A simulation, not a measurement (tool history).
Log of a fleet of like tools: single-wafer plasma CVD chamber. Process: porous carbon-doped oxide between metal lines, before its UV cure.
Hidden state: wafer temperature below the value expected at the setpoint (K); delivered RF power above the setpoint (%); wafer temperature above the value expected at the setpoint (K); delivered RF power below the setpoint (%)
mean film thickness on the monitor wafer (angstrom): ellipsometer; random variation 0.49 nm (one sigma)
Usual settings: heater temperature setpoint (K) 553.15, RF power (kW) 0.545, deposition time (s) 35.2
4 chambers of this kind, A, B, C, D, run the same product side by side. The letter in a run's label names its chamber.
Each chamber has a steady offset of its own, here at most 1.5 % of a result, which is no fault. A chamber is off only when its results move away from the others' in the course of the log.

run,hour,heater temperature setpoint (K),RF power (kW),deposition time (s),hours since the last thermocouple change,hours since the last RF generator calibration,"read-back reference wafer on the same gauge, thickness_nm",mean film thickness on the monitor wafer (angstrom)
1B,14.4,553.15,0.545,35.2,1894.5,704.4,182.9,2294.4
2C,21.3,553.15,0.545,35.2,1713.6,723.5,183.02,2244.8
3A,33.7,553.15,0.545,35.2,1540.3,963.1,182.95,2276
4D,46.6,553.15,0.545,35.2,484.1,618.3,182.99,2300
5C,60.3,553.15,0.545,35.2,1752.6,762.5,183.02,2244.2
6B,69.8,553.15,0.545,35.2,1949.9,759.8,182.98,2297.1
7A,82.5,553.15,0.545,35.2,1589.1,1011.9,182.95,2274.8
8D,96.1,553.15,0.545,35.2,533.6,667.8,183.13,2293.1
9D,108.9,553.15,0.585,35.2,546.4,680.6,183.12,2398.7
10C,120.5,553.15,0.585,35.2,1812.8,822.7,183.08,2360.5
11A,129.7,553.15,0.585,35.2,1636.3,1059.1,182.99,2378
12B,145.4,553.15,0.585,35.2,2025.5,835.4,182.96,2408.4
13A,156.1,553.15,0.545,35.2,1662.7,1085.5,183.02,2274.3
14D,164.6,553.15,0.545,35.2,602.1,736.3,182.93,2293
15C,174.7,553.15,0.545,35.2,1867,876.9,182.95,2250.1
# hour 177.3: chamber A: RF generator calibrated
16B,185.4,553.15,0.545,35.2,2065.5,875.4,182.99,2299.7
17C,200.1,553.15,0.545,35.2,1892.4,902.3,183.05,2246.2
18A,213.9,553.15,0.545,35.2,1720.5,36.6,182.97,2270.1
19B,224.3,553.15,0.545,35.2,2104.4,914.3,183,2292.5
# hour 232.5: chamber B: thermocouple changed; heater temperature recalibrated
20D,233.1,566.15,0.545,39.8,670.6,804.8,182.92,2382.8
21C,242.4,566.15,0.545,39.8,1934.7,944.6,182.86,2341
22B,250,566.15,0.545,39.8,17.5,940,183.05,2441
23D,259.2,566.15,0.545,39.8,696.7,830.9,182.95,2382.5
24A,270.5,553.15,0.545,35.2,1777.1,93.2,182.97,2271.6
25A,279.6,553.15,0.545,41.5,1786.2,102.3,182.92,2675.8
26B,286.6,553.15,0.545,41.5,54.1,976.6,182.92,2771.3
# hour 294.8: chamber C: thermocouple changed; heater temperature recalibrated
27D,297.5,553.15,0.545,41.5,735,869.2,183.02,2683.7
28C,307.4,553.15,0.545,41.5,12.7,1009.6,182.98,2642.5
29B,318.8,553.15,0.545,35.2,86.3,1008.8,183.11,2358.6
# hour 321.8: chamber C: RF generator calibrated
30D,334,553.15,0.545,38.6,771.5,905.7,183.02,2492.4
31A,349.7,553.15,0.545,38.6,1856.3,172.4,182.98,2486.6
32C,365.1,553.15,0.545,38.6,70.4,43.3,182.95,2463.9
33B,381.2,553.15,0.545,38.6,148.7,1071.2,183.02,2579.1
# hour 384.1: chamber D: RF generator calibrated
34C,390,553.15,0.545,41.5,95.3,68.2,183,2642.6
35A,398,553.15,0.545,41.5,1904.6,220.7,182.94,2669.4
36D,413.2,553.15,0.545,41.5,850.7,29.1,183.04,2684.2
37C,426.6,553.15,0.545,41.5,131.9,104.8,183.02,2640.3
38D,433.8,553.15,0.545,35.2,871.3,49.7,182.98,2290
39B,448.3,553.15,0.545,35.2,215.8,1138.3,182.92,2368.8
40A,455.3,553.15,0.545,35.2,1961.9,278,182.99,2281.8
41A,464.9,553.15,0.545,35.2,1971.5,287.6,183,2273.8
42C,475.9,553.15,0.545,35.2,181.2,154.1,182.95,2256.7
43D,484.8,553.15,0.545,35.2,922.3,100.7,182.96,2294

Is one chamber off against the others, does the gauge drift, or is nothing wrong? If a chamber is off, say which, and what the likeliest cause is.

A service left chamber B off against the others.
Cause: wafer temperature below the value expected at the setpoint (K) = 4.17.

Here are 4 candidates for chamber B's next run, each the usual settings with a change, their results left as question marks. Which one brings its results back in line with what the others give on the usual settings?
In line means no further than this from the other chambers' mean on the usual settings: mean film thickness on the monitor wafer (angstrom) 18
44B-1,496.3,553.15,0.555,36.1,,,,?
44B-2,496.3,554.15,0.535,34.5,,,,?
44B-3,496.3,553.15,0.55,35.7,,,,?
44B-4,496.3,554.15,0.535,35.2,,,,?

The other chambers' mean on the usual settings: mean film thickness on the monitor wafer (angstrom) 2272.1
run,mean film thickness on the monitor wafer (angstrom)
44B-1,2450.8
44B-2,2273.5
44B-3,2410
44B-4,2318.4
44B-2 brings the chamber back in line.
